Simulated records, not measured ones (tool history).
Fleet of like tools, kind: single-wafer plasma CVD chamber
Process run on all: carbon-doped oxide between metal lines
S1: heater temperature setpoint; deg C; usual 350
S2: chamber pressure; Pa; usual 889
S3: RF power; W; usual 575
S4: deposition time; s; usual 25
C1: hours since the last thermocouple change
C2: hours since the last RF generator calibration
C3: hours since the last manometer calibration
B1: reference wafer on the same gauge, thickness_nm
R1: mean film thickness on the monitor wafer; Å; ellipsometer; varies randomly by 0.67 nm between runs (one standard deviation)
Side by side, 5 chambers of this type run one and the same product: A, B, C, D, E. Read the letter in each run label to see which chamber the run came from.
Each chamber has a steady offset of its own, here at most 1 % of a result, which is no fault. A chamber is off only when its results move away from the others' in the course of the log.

run,day,S1,S2,S3,S4,C1,C2,C3,B1,R1
1A,0.383,350,889,575,25,361.7,43.2,1837.5,116.88,1446.3
2C,0.938,350,889,575,25,1546.9,1023.5,1599.8,117.03,1461.5
# day 1.275: chamber E: capacitance manometer re-zeroed and calibrated
3E,1.462,350,889,575,25,1778.1,842.5,4.6,117.07,1436.6
# day 1.596: chamber B: capacitance manometer re-zeroed and calibrated
4D,1.783,350,889,575,25,914.0,226.5,1579.4,117.10,1432.4
5B,2.121,350,889,575,25,1437.1,1530.2,12.6,117.01,1447.6
6A,2.642,350,889,575,25,415.9,97.4,1891.7,117.03,1445.5
7D,3.158,339,889,475,25,947.0,259.5,1612.4,116.94,1305.9
8B,3.646,339,889,475,25,1473.7,1566.8,49.2,117.15,1329.6
9C,4.083,339,889,475,25,1622.4,1099.0,1675.3,116.99,1335.0
10E,4.358,339,889,475,25,1847.6,912.0,74.1,117.01,1304.1
11E,4.679,339,889,475,25,1855.3,919.7,81.8,117.11,1295.8
12D,5.246,350,889,575,25,997.1,309.6,1662.5,116.83,1436.2
13B,5.521,350,889,575,25,1518.7,1611.8,94.2,116.94,1455.2
14C,6.025,350,889,575,25,1669.0,1145.6,1721.9,117.01,1461.7
15A,6.571,350,889,575,25,510.2,191.7,1986.0,116.86,1455.8
16B,6.988,350,889,575,25,1553.9,1647.0,129.4,117.03,1454.9
17E,7.512,350,889,575,25,1923.3,987.7,149.8,117.13,1409.5
18A,8.075,361,889,575,25,546.3,227.8,2022.1,117.04,1397.0
19D,8.692,361,889,575,25,1079.8,392.3,1745.2,117.00,1375.0
20C,9.125,361,889,575,25,1743.4,1220.0,1796.3,117.11,1412.7
21D,9.696,361,889,575,25,1103.9,416.4,1769.3,117.06,1390.3
22A,9.967,361,889,575,25,591.7,273.2,2067.5,117.08,1407.9
23E,10.321,350,889,575,25,1990.7,1055.1,217.2,117.05,1404.9
24C,10.900,350,889,575,25,1786.0,1262.6,1838.9,116.97,1456.1
25B,11.517,350,889,575,25,1662.6,1755.7,238.1,117.02,1443.0
26E,11.833,350,889,575,25,2027.0,1091.4,253.5,117.00,1402.4
27B,12.433,350,889,575,25,1684.6,1777.7,260.1,117.00,1444.4
28D,12.862,350,889,575,25,1179.9,492.4,1845.3,116.85,1424.0
29C,13.254,350,993,575,25,1842.5,1319.1,1895.4,117.00,1476.7
30A,13.800,350,993,575,25,683.7,365.2,2159.5,117.11,1452.3
31B,14.079,350,993,575,25,1724.1,1817.2,299.6,117.00,1466.0
32D,14.358,350,993,575,25,1215.8,528.3,1881.2,116.91,1432.2
33E,14.708,350,993,575,25,2096.0,1160.4,322.5,117.13,1399.0
34C,15.008,350,889,575,25,1884.6,1361.2,1937.5,117.10,1447.6
35A,15.475,350,889,575,25,723.9,405.4,2199.7,117.07,1441.4
36E,15.792,350,889,575,25,2122.0,1186.4,348.5,116.93,1388.0
37D,16.333,350,889,575,25,1263.2,575.7,1928.6,116.93,1423.2
38C,16.746,350,889,575,25,1926.3,1402.9,1979.2,117.04,1467.6

Next, all 5 chambers run the settings below, one line each with question marks for the results. What does each chamber give?
39A,17.196,350,889,490,25,,,,,?
39B,17.196,350,889,490,25,,,,,?
39C,17.196,350,889,490,25,,,,,?
39D,17.196,350,889,490,25,,,,,?
39E,17.196,350,889,490,25,,,,,?

run,R1
39A,1306.9
39B,1320.4
39C,1319.3
39D,1283.3
39E,1243.1
